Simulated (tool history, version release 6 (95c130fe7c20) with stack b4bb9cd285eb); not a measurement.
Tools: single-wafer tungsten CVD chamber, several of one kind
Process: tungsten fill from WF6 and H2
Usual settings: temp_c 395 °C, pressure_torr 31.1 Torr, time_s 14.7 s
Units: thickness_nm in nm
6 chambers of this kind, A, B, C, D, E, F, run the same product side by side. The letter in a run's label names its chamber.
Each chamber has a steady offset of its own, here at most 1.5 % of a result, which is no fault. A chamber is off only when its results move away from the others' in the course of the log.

run   hour  temp_c  pressure_torr  time_s  read-back reference wafer on the same gauge, thickness_nm  thickness_nm
 1D    9.5     395           31.1    14.7                                                     31.986        39.031
 2C   14.1     395           31.1    14.7                                                     32.009        39.768
 3F   19.3     395           31.1    14.7                                                     32.020        38.866
 4A   27.4     395           31.1    14.7                                                     32.002        40.237
 5E   34.4     395           31.1    14.7                                                     31.971        39.547
 6B   38.5     395           24.1    13.5                                                     31.964        31.970
 7B   47.0     395           24.1    13.5                                                     31.971        32.006
 8F   53.3     395           24.1    13.5                                                     32.015        31.470
 9D   59.3     395           24.1    13.5                                                     31.979        31.501
10E   67.4     395           24.1    13.5                                                     32.027        31.657
11C   72.0     395           24.1    13.5                                                     32.024        32.258
      75.7  -- chamber D: thermocouple changed; heater temperature recalibrated
12A   80.5     395           26.0    12.5                                                     32.038        31.120
13C   89.4     395           26.0    12.5                                                     31.992        30.644
14E   96.9     395           26.0    12.5                                                     32.001        30.303
15A  102.6     395           26.0    12.5                                                     31.994        31.061
16D  111.4     395           26.0    12.5                                                     31.998        30.229
17B  116.3     395           26.0    12.5                                                     32.022        30.723
18F  123.6     385           34.3    14.7                                                     32.029        33.706
19F  128.1     385           34.3    14.7                                                     31.976        33.750
20E  132.9     385           34.3    14.7                                                     32.039        34.284
21C  138.5     385           34.3    14.7                                                     32.017        33.741
22B  145.8     385           34.3    14.7                                                     32.009        33.836
23A  154.4     385           34.3    14.7                                                     32.008        34.196
24D  160.1     395           31.1    14.7                                                     32.035        39.050
25A  166.0     383           31.1    14.7                                                     31.966        31.555
26F  175.4     383           31.1    14.7                                                     32.017        30.834
     177.7  -- chamber E: capacitance manometer re-zeroed and calibrated
27B  182.1     383           31.1    14.7                                                     31.974        31.019
28C  188.4     383           31.1    14.7                                                     32.033        31.270
29E  193.5     383           31.1    14.7                                                     32.008        31.215
30D  202.6     383           31.1    14.7                                                     32.062        30.901
31D  208.7     395           31.1    14.7                                                     31.962        39.137
32F  216.7     404           35.5    14.7                                                     31.987        48.836
33A  222.8     404           35.5    14.7                                                     32.025        49.662
34C  227.8     404           35.5    14.7                                                     32.000        49.739
35B  233.9     404           35.5    14.7                                                     31.984        48.794
36E  238.6     404           35.5    14.7                                                     32.006        48.880
37C  246.2     404           35.5    14.7                                                     32.002        49.215
38A  255.6     395           31.1    14.7                                                     31.977        39.425
39B  263.7     395           31.1    14.7                                                     31.955        39.148
     268.3  -- chamber C: capacitance manometer re-zeroed and calibrated
40E  270.3     395           31.1    14.7                                                     31.998        38.923
41F  275.1     395           31.1    14.7                                                     31.995        39.069
42D  284.7     395           31.1    14.7                                                     32.006        38.990
43C  293.5     395           31.1    14.7                                                     32.013        39.291
44E  297.6     395           31.1    14.7                                                     32.000        39.332

What goes on in this fleet: one chamber off, a drifting gauge, or nothing beyond the chambers' own small offsets? Name the chamber and the cause, if any.

No chamber stands off beyond its own small offset, and the gauge holds steady.

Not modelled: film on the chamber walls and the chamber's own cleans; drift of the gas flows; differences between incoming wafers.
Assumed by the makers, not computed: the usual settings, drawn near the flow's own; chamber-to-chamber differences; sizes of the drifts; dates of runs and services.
